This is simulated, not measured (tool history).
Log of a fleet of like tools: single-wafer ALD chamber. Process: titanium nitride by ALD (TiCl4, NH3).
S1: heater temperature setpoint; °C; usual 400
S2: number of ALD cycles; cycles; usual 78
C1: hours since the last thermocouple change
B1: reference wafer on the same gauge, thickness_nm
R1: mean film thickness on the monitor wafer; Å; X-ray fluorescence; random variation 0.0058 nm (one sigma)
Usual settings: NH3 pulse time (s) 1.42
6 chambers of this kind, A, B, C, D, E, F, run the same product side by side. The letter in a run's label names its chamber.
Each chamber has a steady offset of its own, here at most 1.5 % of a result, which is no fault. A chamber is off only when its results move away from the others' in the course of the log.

run 1D hour=6.4 | S1=400 S2=78 NH3_pulse_time_(s)=1.42 | C1=490.8 | B1=1.8598 | R1=17.034
run 2A hour=18.7 | S1=400 S2=78 NH3_pulse_time_(s)=1.42 | C1=625.6 | B1=1.8607 | R1=17.041
run 3B hour=26.8 | S1=400 S2=78 NH3_pulse_time_(s)=1.42 | C1=937.1 | B1=1.8613 | R1=17.01
run 4F hour=34.9 | S1=400 S2=78 NH3_pulse_time_(s)=1.42 | C1=581.4 | B1=1.8596 | R1=16.775
run 5E hour=43.7 | S1=400 S2=78 NH3_pulse_time_(s)=1.42 | C1=294.8 | B1=1.8607 | R1=17.058
run 6C hour=54.3 | S1=400 S2=78 NH3_pulse_time_(s)=1.42 | C1=959.7 | B1=1.8592 | R1=16.947
run 7D hour=60.7 | S1=400 S2=78 NH3_pulse_time_(s)=1.42 | C1=545.1 | B1=1.8582 | R1=17.039
run 8F hour=66.5 | S1=400 S2=78 NH3_pulse_time_(s)=1.42 | C1=613 | B1=1.8598 | R1=16.751
run 9B hour=75.1 | S1=400 S2=78 NH3_pulse_time_(s)=1.42 | C1=985.4 | B1=1.8585 | R1=16.993
run 10C hour=82.6 | S1=400 S2=78 NH3_pulse_time_(s)=1.42 | C1=988 | B1=1.8598 | R1=17.016
run 11E hour=88.2 | S1=400 S2=78 NH3_pulse_time_(s)=1.42 | C1=339.3 | B1=1.8597 | R1=17.089
run 12A hour=95.1 | S1=413 S2=78 NH3_pulse_time_(s)=1.42 | C1=702 | B1=1.8588 | R1=17.059
run 13D hour=101.8 | S1=413 S2=78 NH3_pulse_time_(s)=1.42 | C1=586.2 | B1=1.8609 | R1=17.085
run 14A hour=109.2 | S1=413 S2=78 NH3_pulse_time_(s)=1.42 | C1=716.1 | B1=1.8581 | R1=17.069
run 15E hour=118.5 | S1=413 S2=78 NH3_pulse_time_(s)=1.42 | C1=369.6 | B1=1.8596 | R1=17.14
run 16C hour=127.3 | S1=413 S2=78 NH3_pulse_time_(s)=1.42 | C1=1032.7 | B1=1.8586 | R1=17.012
run 17B hour=133.7 | S1=413 S2=78 NH3_pulse_time_(s)=1.42 | C1=1044 | B1=1.8597 | R1=17.158
run 18F hour=141.8 | S1=400 S2=84 NH3_pulse_time_(s)=1.25 | C1=688.3 | B1=1.8598 | R1=17.823
run 19F hour=149.3 | S1=400 S2=84 NH3_pulse_time_(s)=1.25 | C1=695.8 | B1=1.8588 | R1=17.977
run 20C hour=160.5 | S1=400 S2=84 NH3_pulse_time_(s)=1.25 | C1=1065.9 | B1=1.862 | R1=18.184
run 21D hour=170.3 | S1=400 S2=84 NH3_pulse_time_(s)=1.25 | C1=654.7 | B1=1.859 | R1=18.211
run 22B hour=180.1 | S1=400 S2=84 NH3_pulse_time_(s)=1.25 | C1=1090.4 | B1=1.8595 | R1=18.24
run 23A hour=186.3 | S1=400 S2=84 NH3_pulse_time_(s)=1.25 | C1=793.2 | B1=1.8603 | R1=18.081
run 24E hour=192.3 | S1=400 S2=78 NH3_pulse_time_(s)=1.42 | C1=443.4 | B1=1.8589 | R1=17.037
run 25B hour=201.9 | S1=400 S2=78 NH3_pulse_time_(s)=1.42 | C1=1112.2 | B1=1.8576 | R1=17.018
run 26A hour=207.5 | S1=400 S2=78 NH3_pulse_time_(s)=1.42 | C1=814.4 | B1=1.8587 | R1=16.972
run 27D hour=214.1 | S1=400 S2=78 NH3_pulse_time_(s)=1.42 | C1=698.5 | B1=1.86 | R1=17.028
run 28F hour=222.3 | S1=400 S2=78 NH3_pulse_time_(s)=1.42 | C1=768.8 | B1=1.8611 | R1=16.693
run 29C hour=233.2 | S1=400 S2=78 NH3_pulse_time_(s)=1.42 | C1=1138.6 | B1=1.8614 | R1=16.944
run 30E hour=241.8 | S1=400 S2=78 NH3_pulse_time_(s)=1.42 | C1=492.9 | B1=1.8599 | R1=17.058
run 31A hour=248.2 | S1=400 S2=78 NH3_pulse_time_(s)=1.42 | C1=855.1 | B1=1.8597 | R1=16.895
run 32B hour=254.4 | S1=400 S2=78 NH3_pulse_time_(s)=1.42 | C1=1164.7 | B1=1.8594 | R1=17.035
run 33D hour=261.7 | S1=400 S2=78 NH3_pulse_time_(s)=1.42 | C1=746.1 | B1=1.8599 | R1=16.947
run 34C hour=271.5 | S1=400 S2=78 NH3_pulse_time_(s)=1.42 | C1=1176.9 | B1=1.8592 | R1=16.902
run 35F hour=281.7 | S1=414 S2=78 NH3_pulse_time_(s)=1.42 | C1=828.2 | B1=1.8592 | R1=16.833
run 36E hour=288.4 | S1=414 S2=78 NH3_pulse_time_(s)=1.42 | C1=539.5 | B1=1.8603 | R1=17.162
run 37E hour=296.8 | S1=414 S2=78 NH3_pulse_time_(s)=1.42 | C1=547.9 | B1=1.8603 | R1=17.19
run 38A hour=302.4 | S1=414 S2=78 NH3_pulse_time_(s)=1.42 | C1=909.3 | B1=1.8603 | R1=17.14
run 39F hour=312.7 | S1=414 S2=78 NH3_pulse_time_(s)=1.42 | C1=859.2 | B1=1.8621 | R1=16.903
run 40D hour=321.5 | S1=414 S2=78 NH3_pulse_time_(s)=1.42 | C1=805.9 | B1=1.8599 | R1=17.171
run 41B hour=333.5 | S1=400 S2=78 NH3_pulse_time_(s)=1.42 | C1=1243.8 | B1=1.8596 | R1=17.145
run 42C hour=345.3 | S1=400 S2=78 NH3_pulse_time_(s)=1.42 | C1=1250.7 | B1=1.8594 | R1=16.919
run 43B hour=351.7 | S1=400 S2=78 NH3_pulse_time_(s)=1.42 | C1=1262 | B1=1.8613 | R1=17.019
run 44C hour=362.8 | S1=400 S2=78 NH3_pulse_time_(s)=1.42 | C1=1268.2 | B1=1.8582 | R1=16.922

Next, every chamber runs the same settings. What will each give?
run 45A hour=371.6 | S1=400 S2=68 NH3_pulse_time_(s)=1.42 | R1=?
run 45B hour=371.6 | S1=400 S2=68 NH3_pulse_time_(s)=1.42 | R1=?
run 45C hour=371.6 | S1=400 S2=68 NH3_pulse_time_(s)=1.42 | R1=?
run 45D hour=371.6 | S1=400 S2=68 NH3_pulse_time_(s)=1.42 | R1=?
run 45E hour=371.6 | S1=400 S2=68 NH3_pulse_time_(s)=1.42 | R1=?
run 45F hour=371.6 | S1=400 S2=68 NH3_pulse_time_(s)=1.42 | R1=?

run=45A R1=14.812
run=45B R1=14.953
run=45C R1=14.78
run=45D R1=14.784
run=45E R1=14.884
run=45F R1=14.532
